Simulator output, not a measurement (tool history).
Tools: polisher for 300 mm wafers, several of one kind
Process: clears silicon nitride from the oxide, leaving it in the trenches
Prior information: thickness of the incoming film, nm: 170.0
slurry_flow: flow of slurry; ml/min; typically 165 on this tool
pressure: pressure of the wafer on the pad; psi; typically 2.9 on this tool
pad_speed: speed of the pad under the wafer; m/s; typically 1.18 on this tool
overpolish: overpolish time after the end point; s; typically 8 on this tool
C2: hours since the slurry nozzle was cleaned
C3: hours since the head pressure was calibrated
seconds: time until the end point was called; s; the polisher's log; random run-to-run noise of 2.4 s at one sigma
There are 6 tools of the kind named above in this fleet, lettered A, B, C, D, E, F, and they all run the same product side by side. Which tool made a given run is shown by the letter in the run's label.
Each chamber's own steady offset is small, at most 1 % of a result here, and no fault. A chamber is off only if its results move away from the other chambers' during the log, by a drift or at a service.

-- hour=5.2 chamber F: worn pad replaced by a new one
run 1D hour=9.5 | slurry_flow=165 pressure=2.9 pad_speed=1.18 overpolish=8 | wafers_polished_on_this_pad=248 C2=167.4 C3=478.7 | seconds=142.69
run 2B hour=15.5 | slurry_flow=165 pressure=2.9 pad_speed=1.18 overpolish=8 | wafers_polished_on_this_pad=449 C2=300.2 C3=315.4 | seconds=145.24
run 3F hour=24.6 | slurry_flow=165 pressure=2.9 pad_speed=1.18 overpolish=8 | wafers_polished_on_this_pad=154 C2=311.9 C3=785.3 | seconds=147.67
run 4E hour=30.5 | slurry_flow=165 pressure=2.9 pad_speed=1.18 overpolish=8 | wafers_polished_on_this_pad=331 C2=157.3 C3=698.2 | seconds=146.56
run 5A hour=40.1 | slurry_flow=165 pressure=2.9 pad_speed=1.18 overpolish=8 | wafers_polished_on_this_pad=505 C2=96.9 C3=294.8 | seconds=141.14
-- hour=47.9 chamber D: head pressure recalibrated
run 6C hour=48.4 | slurry_flow=165 pressure=2.9 pad_speed=1.18 overpolish=8 | wafers_polished_on_this_pad=394 C2=147.4 C3=531.1 | seconds=139.92
run 7E hour=57.4 | slurry_flow=165 pressure=2.9 pad_speed=1.18 overpolish=8 | wafers_polished_on_this_pad=544 C2=184.2 C3=725.1 | seconds=148.13
-- hour=64.4 chamber D: worn pad replaced by a new one
run 8F hour=65.8 | slurry_flow=165 pressure=2.9 pad_speed=1.18 overpolish=8 | wafers_polished_on_this_pad=481 C2=353.1 C3=826.5 | seconds=147.65
-- hour=67.5 chamber A: worn pad replaced by a new one
run 9C hour=72.2 | slurry_flow=165 pressure=2.9 pad_speed=1.18 overpolish=8 | wafers_polished_on_this_pad=583 C2=171.2 C3=554.9 | seconds=147.68
-- hour=74.6 chamber E: worn pad replaced by a new one
run 10A hour=77.7 | slurry_flow=165 pressure=2.9 pad_speed=1.18 overpolish=8 | wafers_polished_on_this_pad=81 C2=134.5 C3=332.4 | seconds=141.41
run 11D hour=86.4 | slurry_flow=165 pressure=2.9 pad_speed=1.18 overpolish=8 | wafers_polished_on_this_pad=175 C2=244.3 C3=38.5 | seconds=144.44
run 12B hour=93.8 | slurry_flow=165 pressure=2.9 pad_speed=1.18 overpolish=8 | wafers_polished_on_this_pad=1070 C2=378.5 C3=393.7 | seconds=143.39
run 13E hour=102.2 | slurry_flow=165 pressure=2.9 pad_speed=1.18 overpolish=8 | wafers_polished_on_this_pad=219 C2=229.0 C3=769.9 | seconds=144.07
run 14B hour=113.9 | slurry_flow=165 pressure=2.9 pad_speed=1.18 overpolish=8 | wafers_polished_on_this_pad=1229 C2=398.6 C3=413.8 | seconds=138.95
-- hour=119.8 chamber C: worn pad replaced by a new one
run 15C hour=121.9 | slurry_flow=220 pressure=2.9 pad_speed=1.18 overpolish=8 | wafers_polished_on_this_pad=16 C2=220.9 C3=604.6 | seconds=137.83
-- hour=124.1 chamber F: worn pad replaced by a new one
run 16F hour=128.9 | slurry_flow=220 pressure=2.9 pad_speed=1.18 overpolish=8 | wafers_polished_on_this_pad=38 C2=416.2 C3=889.6 | seconds=135.03
run 17A hour=137.7 | slurry_flow=220 pressure=2.9 pad_speed=1.18 overpolish=8 | wafers_polished_on_this_pad=556 C2=194.5 C3=392.4 | seconds=138.68
run 18D hour=144.3 | slurry_flow=220 pressure=2.9 pad_speed=1.18 overpolish=8 | wafers_polished_on_this_pad=634 C2=302.2 C3=96.4 | seconds=138.95
-- hour=146.7 chamber A: worn pad replaced by a new one
run 19D hour=150.3 | slurry_flow=220 pressure=2.9 pad_speed=1.18 overpolish=8 | wafers_polished_on_this_pad=682 C2=308.2 C3=102.4 | seconds=140.00
-- hour=154.6 chamber A: head pressure recalibrated
-- hour=158.8 chamber C: slurry nozzle cleaned
run 20A hour=160.3 | slurry_flow=220 pressure=2.9 pad_speed=1.18 overpolish=8 | wafers_polished_on_this_pad=108 C2=217.1 C3=5.7 | seconds=135.73
-- hour=161.8 chamber D: worn pad replaced by a new one
-- hour=162.2 chamber E: worn pad replaced by a new one
run 21F hour=172.4 | slurry_flow=165 pressure=2.9 pad_speed=1.18 overpolish=8 | wafers_polished_on_this_pad=383 C2=459.7 C3=933.1 | seconds=143.88
run 22E hour=184.3 | slurry_flow=165 pressure=2.9 pad_speed=1.18 overpolish=8 | wafers_polished_on_this_pad=175 C2=311.1 C3=852.0 | seconds=139.35
run 23B hour=190.1 | slurry_flow=165 pressure=2.9 pad_speed=1.18 overpolish=8 | wafers_polished_on_this_pad=1833 C2=474.8 C3=490.0 | seconds=151.23
-- hour=197.0 chamber F: head pressure recalibrated
run 24C hour=201.8 | slurry_flow=165 pressure=2.9 pad_speed=1.18 overpolish=8 | wafers_polished_on_this_pad=650 C2=43.1 C3=684.5 | seconds=137.86
run 25E hour=211.8 | slurry_flow=165 pressure=2.9 pad_speed=1.18 overpolish=8 | wafers_polished_on_this_pad=393 C2=338.6 C3=879.5 | seconds=142.43
run 26B hour=218.3 | slurry_flow=165 pressure=2.9 pad_speed=1.18 overpolish=8 | wafers_polished_on_this_pad=2057 C2=503.0 C3=518.2 | seconds=152.67
-- hour=222.7 chamber C: worn pad replaced by a new one
run 27D hour=224.0 | slurry_flow=165 pressure=2.9 pad_speed=1.18 overpolish=8 | wafers_polished_on_this_pad=493 C2=381.9 C3=176.1 | seconds=142.64
-- hour=230.7 chamber A: worn pad replaced by a new one
run 28A hour=234.1 | slurry_flow=165 pressure=2.9 pad_speed=1.18 overpolish=8 | wafers_polished_on_this_pad=27 C2=290.9 C3=79.5 | seconds=142.99
-- hour=234.6 chamber F: worn pad replaced by a new one
run 29F hour=240.7 | slurry_flow=165 pressure=2.9 pad_speed=1.18 overpolish=8 | wafers_polished_on_this_pad=49 C2=528.0 C3=43.8 | seconds=142.99
-- hour=244.9 chamber E: worn pad replaced by a new one
run 30C hour=248.9 | slurry_flow=165 pressure=2.9 pad_speed=1.18 overpolish=8 | wafers_polished_on_this_pad=207 C2=90.2 C3=731.6 | seconds=143.10
-- hour=257.3 chamber D: worn pad replaced by a new one
run 31F hour=260.9 | slurry_flow=165 pressure=2.9 pad_speed=0.96 overpolish=11 | wafers_polished_on_this_pad=209 C2=548.2 C3=64.0 | seconds=179.12
run 32D hour=267.7 | slurry_flow=165 pressure=2.9 pad_speed=0.96 overpolish=11 | wafers_polished_on_this_pad=83 C2=425.6 C3=219.8 | seconds=172.28
run 33B hour=275.5 | slurry_flow=165 pressure=2.9 pad_speed=0.96 overpolish=11 | wafers_polished_on_this_pad=2511 C2=560.2 C3=575.4 | seconds=196.29
run 34A hour=286.1 | slurry_flow=165 pressure=2.9 pad_speed=0.96 overpolish=11 | wafers_polished_on_this_pad=439 C2=342.9 C3=131.5 | seconds=170.91
run 35C hour=291.5 | slurry_flow=165 pressure=2.9 pad_speed=0.96 overpolish=11 | wafers_polished_on_this_pad=545 C2=132.8 C3=774.2 | seconds=171.83
run 36E hour=299.1 | slurry_flow=165 pressure=2.9 pad_speed=0.96 overpolish=11 | wafers_polished_on_this_pad=430 C2=425.9 C3=966.8 | seconds=177.90

Decide between three cases: one chamber stands off from its peers, the gauge reading all wafers drifts, or nothing is wrong past each chamber's small offset. Where a chamber is off, say which and what most likely put it there.

Chamber B drifts away from the others.
Most likely cause: removal rate lost through wear of the pad, % = 10.6.
The log may not separate it from: slurry flow missing at the pad, %; head's pressure below its setpoint, %.

Here are 4 candidates for chamber B's next run, each the usual settings with a change, their results left as question marks. Which one brings its results back in line with what the others give on the usual settings?
In-line tolerance around the mean of the other chambers on the usual settings: seconds 8.30 s
run 37B-1 hour=307.8 | slurry_flow=165 pressure=3.1 pad_speed=1.24 overpolish=8 | seconds=?
run 37B-2 hour=307.8 | slurry_flow=165 pressure=2.7 pad_speed=1.12 overpolish=8 | seconds=?
run 37B-3 hour=307.8 | slurry_flow=165 pressure=2.9 pad_speed=0.96 overpolish=8 | seconds=?
run 37B-4 hour=307.8 | slurry_flow=170 pressure=3.2 pad_speed=1.30 overpolish=8 | seconds=?

Mean of the other chambers on the usual settings: seconds 143.86 s
run=37B-1 seconds=144.76
run=37B-2 seconds=183.90
run=37B-3 seconds=199.70
run=37B-4 seconds=133.13
It is 37B-1 that realigns the chamber with its peers.

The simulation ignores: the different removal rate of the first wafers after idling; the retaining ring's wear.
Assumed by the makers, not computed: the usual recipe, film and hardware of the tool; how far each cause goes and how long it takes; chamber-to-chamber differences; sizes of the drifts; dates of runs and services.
